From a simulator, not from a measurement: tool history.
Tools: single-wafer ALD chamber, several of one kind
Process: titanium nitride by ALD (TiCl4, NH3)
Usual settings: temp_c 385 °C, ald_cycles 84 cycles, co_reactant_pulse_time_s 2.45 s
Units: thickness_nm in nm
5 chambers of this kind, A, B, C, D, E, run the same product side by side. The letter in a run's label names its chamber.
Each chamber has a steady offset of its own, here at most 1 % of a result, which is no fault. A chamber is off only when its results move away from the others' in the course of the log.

run,hour,temp_c,ald_cycles,co_reactant_pulse_time_s,"read-back reference wafer on the same gauge, thickness_nm",thickness_nm
1D,10,385,84,2.45,1.5296,1.8454
2B,17.7,385,84,2.45,1.5299,1.8469
3C,29.8,385,84,2.45,1.5288,1.8387
4A,40.6,385,84,2.45,1.5282,1.8498
5E,46.6,380,78,2.45,1.528,1.7153
6B,55.5,380,78,2.45,1.5289,1.7104
7A,68.2,380,78,2.45,1.5278,1.7073
8C,77.5,380,78,2.45,1.5279,1.695
9D,85.1,380,78,2.45,1.5266,1.7075
10E,97.2,385,84,1.95,1.5269,1.8305
11D,107.2,385,84,1.95,1.5256,1.8211
12E,114.3,385,84,1.95,1.5269,1.8379
13B,126.9,385,84,1.95,1.5255,1.8249
# hour 132.4: chamber C: thermocouple changed; heater temperature recalibrated
14C,133.1,385,84,1.95,1.5256,1.8158
15A,142.8,385,84,2.45,1.5252,1.8408
16D,153.4,385,84,2.45,1.5255,1.8328
17A,163.3,398,84,1.49,1.5253,1.8227
18B,174.6,398,84,1.49,1.5239,1.8192
19C,187.1,398,84,1.49,1.5244,1.8125
20E,197.5,398,84,1.49,1.5231,1.8333
21B,207.6,398,84,1.49,1.5232,1.8251
22A,215.2,385,84,2.45,1.5227,1.8416
23C,227.4,385,84,2.45,1.5229,1.829
24E,237.6,385,84,2.45,1.5222,1.8513
25D,250,385,84,2.45,1.5217,1.8379
26D,257,385,71,1.94,1.522,1.5355
27A,267,385,71,1.94,1.522,1.5357
28C,274.4,385,71,1.94,1.5206,1.5305
29B,280.1,385,71,1.94,1.521,1.5391
30E,288.2,385,71,1.94,1.5202,1.5445
31E,296.9,385,84,2.45,1.5201,1.8459
32B,308.3,385,84,2.45,1.5204,1.8333

Is one chamber off against the others, does the gauge drift, or is nothing wrong? If a chamber is off, say which, and what the likeliest cause is.

The gauge drifts, so all chambers seem to drift together. No chamber is off.
Cause: gauge reads low (%) = 0.684.
